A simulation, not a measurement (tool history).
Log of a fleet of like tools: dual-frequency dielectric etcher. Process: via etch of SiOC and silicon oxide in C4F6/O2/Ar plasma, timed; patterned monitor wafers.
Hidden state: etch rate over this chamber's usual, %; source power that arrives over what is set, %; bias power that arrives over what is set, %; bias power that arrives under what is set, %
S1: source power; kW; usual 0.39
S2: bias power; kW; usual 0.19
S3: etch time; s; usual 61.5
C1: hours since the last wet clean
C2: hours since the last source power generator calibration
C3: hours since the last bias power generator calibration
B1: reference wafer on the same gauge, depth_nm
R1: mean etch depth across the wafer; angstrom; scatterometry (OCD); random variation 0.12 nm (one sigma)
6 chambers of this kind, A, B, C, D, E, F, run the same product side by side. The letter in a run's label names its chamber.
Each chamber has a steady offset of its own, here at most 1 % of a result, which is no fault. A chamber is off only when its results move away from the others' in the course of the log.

{"run": "1B", "hour": 14.0, "S1": 0.39, "S2": 0.19, "S3": 61.5, "C1": 625.6, "C2": 2744.6, "C3": 1225.3, "B1": 71.315, "R1": 701.37}
{"run": "2D", "hour": 24.2, "S1": 0.39, "S2": 0.19, "S3": 61.5, "C1": 54.1, "C2": 352, "C3": 1713.4, "B1": 71.319, "R1": 698.62}
{"run": "3C", "hour": 37.3, "S1": 0.39, "S2": 0.19, "S3": 61.5, "C1": 142.5, "C2": 1941, "C3": 966.3, "B1": 71.356, "R1": 700.12}
{"run": "4F", "hour": 46.3, "S1": 0.39, "S2": 0.19, "S3": 61.5, "C1": 302.6, "C2": 1435.9, "C3": 1844.3, "B1": 71.372, "R1": 705.3}
{"run": "5E", "hour": 57.7, "S1": 0.39, "S2": 0.19, "S3": 61.5, "C1": 476.8, "C2": 440, "C3": 709, "B1": 71.398, "R1": 701.39}
{"run": "6A", "hour": 69.3, "S1": 0.39, "S2": 0.19, "S3": 61.5, "C1": 245.4, "C2": 1393.8, "C3": 1077.9, "B1": 71.393, "R1": 697.64}
{"run": "7E", "hour": 78.3, "S1": 0.39, "S2": 0.19, "S3": 61.5, "C1": 497.4, "C2": 460.6, "C3": 729.6, "B1": 71.398, "R1": 701.19}
{"run": "8A", "hour": 88.1, "S1": 0.39, "S2": 0.219, "S3": 68.5, "C1": 264.2, "C2": 1412.6, "C3": 1096.7, "B1": 71.401, "R1": 815.42}
{"hour": 92.9, "done": "chamber B: wet clean of the chamber"}
{"run": "9C", "hour": 97.5, "S1": 0.39, "S2": 0.219, "S3": 68.5, "C1": 202.7, "C2": 2001.2, "C3": 1026.5, "B1": 71.433, "R1": 817.38}
{"run": "10F", "hour": 105.8, "S1": 0.39, "S2": 0.219, "S3": 68.5, "C1": 362.1, "C2": 1495.4, "C3": 1903.8, "B1": 71.434, "R1": 826.73}
{"run": "11D", "hour": 113.8, "S1": 0.39, "S2": 0.219, "S3": 68.5, "C1": 143.7, "C2": 441.6, "C3": 1803, "B1": 71.427, "R1": 813.87}
{"hour": 119.5, "done": "chamber E: wet clean of the chamber"}
{"run": "12B", "hour": 128.5, "S1": 0.39, "S2": 0.219, "S3": 68.5, "C1": 35.6, "C2": 2859.1, "C3": 1339.8, "B1": 71.43, "R1": 820.01}
{"run": "13E", "hour": 140.9, "S1": 0.39, "S2": 0.219, "S3": 68.5, "C1": 21.5, "C2": 523.2, "C3": 792.2, "B1": 71.432, "R1": 815.61}
{"run": "14B", "hour": 155.2, "S1": 0.39, "S2": 0.19, "S3": 47.5, "C1": 62.3, "C2": 2885.8, "C3": 1366.5, "B1": 71.476, "R1": 543.37}
{"run": "15F", "hour": 169.8, "S1": 0.39, "S2": 0.19, "S3": 47.5, "C1": 426.1, "C2": 1559.4, "C3": 1967.8, "B1": 71.464, "R1": 544.31}
{"run": "16A", "hour": 183.2, "S1": 0.39, "S2": 0.19, "S3": 47.5, "C1": 359.3, "C2": 1507.7, "C3": 1191.8, "B1": 71.483, "R1": 539.35}
{"run": "17D", "hour": 196.2, "S1": 0.39, "S2": 0.19, "S3": 47.5, "C1": 226.1, "C2": 524, "C3": 1885.4, "B1": 71.528, "R1": 541.01}
{"run": "18C", "hour": 212.2, "S1": 0.39, "S2": 0.19, "S3": 47.5, "C1": 317.4, "C2": 2115.9, "C3": 1141.2, "B1": 71.553, "R1": 541.7}
{"run": "19A", "hour": 225.5, "S1": 0.39, "S2": 0.19, "S3": 47.5, "C1": 401.6, "C2": 1550, "C3": 1234.1, "B1": 71.527, "R1": 539.49}
{"run": "20F", "hour": 239.8, "S1": 0.43, "S2": 0.163, "S3": 61.5, "C1": 496.1, "C2": 1629.4, "C3": 2037.8, "B1": 71.538, "R1": 698.75}
{"run": "21E", "hour": 250.8, "S1": 0.43, "S2": 0.163, "S3": 61.5, "C1": 131.4, "C2": 633.1, "C3": 902.1, "B1": 71.571, "R1": 693.94}
{"hour": 263.2, "done": "chamber F: wet clean of the chamber"}
{"run": "22B", "hour": 264.0, "S1": 0.43, "S2": 0.163, "S3": 61.5, "C1": 171.1, "C2": 2994.6, "C3": 1475.3, "B1": 71.589, "R1": 696.48}
{"run": "23D", "hour": 279.4, "S1": 0.43, "S2": 0.163, "S3": 61.5, "C1": 309.3, "C2": 607.2, "C3": 1968.6, "B1": 71.596, "R1": 692.73}
{"run": "24C", "hour": 291.9, "S1": 0.43, "S2": 0.163, "S3": 61.5, "C1": 397.1, "C2": 2195.6, "C3": 1220.9, "B1": 71.672, "R1": 693}
{"run": "25D", "hour": 299.1, "S1": 0.43, "S2": 0.163, "S3": 61.5, "C1": 329, "C2": 626.9, "C3": 1988.3, "B1": 71.631, "R1": 692.72}
{"hour": 304.6, "done": "chamber C: wet clean of the chamber"}
{"run": "26E", "hour": 307.2, "S1": 0.36, "S2": 0.216, "S3": 61.5, "C1": 187.8, "C2": 689.5, "C3": 958.5, "B1": 71.653, "R1": 708.56}
{"run": "27F", "hour": 320.1, "S1": 0.36, "S2": 0.216, "S3": 61.5, "C1": 57, "C2": 1709.7, "C3": 2118.1, "B1": 71.645, "R1": 716.91}
{"run": "28A", "hour": 329.6, "S1": 0.36, "S2": 0.216, "S3": 61.5, "C1": 505.7, "C2": 1654.1, "C3": 1338.2, "B1": 71.655, "R1": 711.29}
{"hour": 336.8, "done": "chamber A: wet clean of the chamber"}
{"run": "29B", "hour": 337.0, "S1": 0.36, "S2": 0.216, "S3": 61.5, "C1": 244.1, "C2": 3067.6, "C3": 1548.3, "B1": 71.668, "R1": 714.46}
{"run": "30C", "hour": 346.4, "S1": 0.36, "S2": 0.216, "S3": 61.5, "C1": 41.8, "C2": 2250.1, "C3": 1275.4, "B1": 71.681, "R1": 711.6}
{"run": "31E", "hour": 355.1, "S1": 0.36, "S2": 0.216, "S3": 61.5, "C1": 235.7, "C2": 737.4, "C3": 1006.4, "B1": 71.67, "R1": 712.86}
{"run": "32D", "hour": 363.1, "S1": 0.39, "S2": 0.19, "S3": 61.5, "C1": 393, "C2": 690.9, "C3": 2052.3, "B1": 71.684, "R1": 703.85}
{"run": "33A", "hour": 377.7, "S1": 0.39, "S2": 0.19, "S3": 61.5, "C1": 41, "C2": 1702.2, "C3": 1386.3, "B1": 71.729, "R1": 702.73}
{"run": "34C", "hour": 391.3, "S1": 0.39, "S2": 0.19, "S3": 61.5, "C1": 86.7, "C2": 2295, "C3": 1320.3, "B1": 71.725, "R1": 703.98}
{"run": "35B", "hour": 399.3, "S1": 0.39, "S2": 0.19, "S3": 61.5, "C1": 306.4, "C2": 3129.9, "C3": 1610.6, "B1": 71.748, "R1": 705.39}
{"run": "36F", "hour": 411.2, "S1": 0.39, "S2": 0.19, "S3": 61.5, "C1": 148.1, "C2": 1800.8, "C3": 2209.2, "B1": 71.768, "R1": 707.66}
{"run": "37C", "hour": 418.7, "S1": 0.39, "S2": 0.19, "S3": 61.5, "C1": 114.1, "C2": 2322.4, "C3": 1347.7, "B1": 71.765, "R1": 702.33}
{"run": "38A", "hour": 433.5, "S1": 0.39, "S2": 0.19, "S3": 61.5, "C1": 96.8, "C2": 1758, "C3": 1442.1, "B1": 71.744, "R1": 700.71}

What goes on in this fleet: one chamber off, a drifting gauge, or nothing beyond the chambers' own small offsets? Name the chamber and the cause, if any.

The gauge drifts, so all chambers seem to drift together. No chamber is off.
Cause: gauge reads high (%) = 0.699.

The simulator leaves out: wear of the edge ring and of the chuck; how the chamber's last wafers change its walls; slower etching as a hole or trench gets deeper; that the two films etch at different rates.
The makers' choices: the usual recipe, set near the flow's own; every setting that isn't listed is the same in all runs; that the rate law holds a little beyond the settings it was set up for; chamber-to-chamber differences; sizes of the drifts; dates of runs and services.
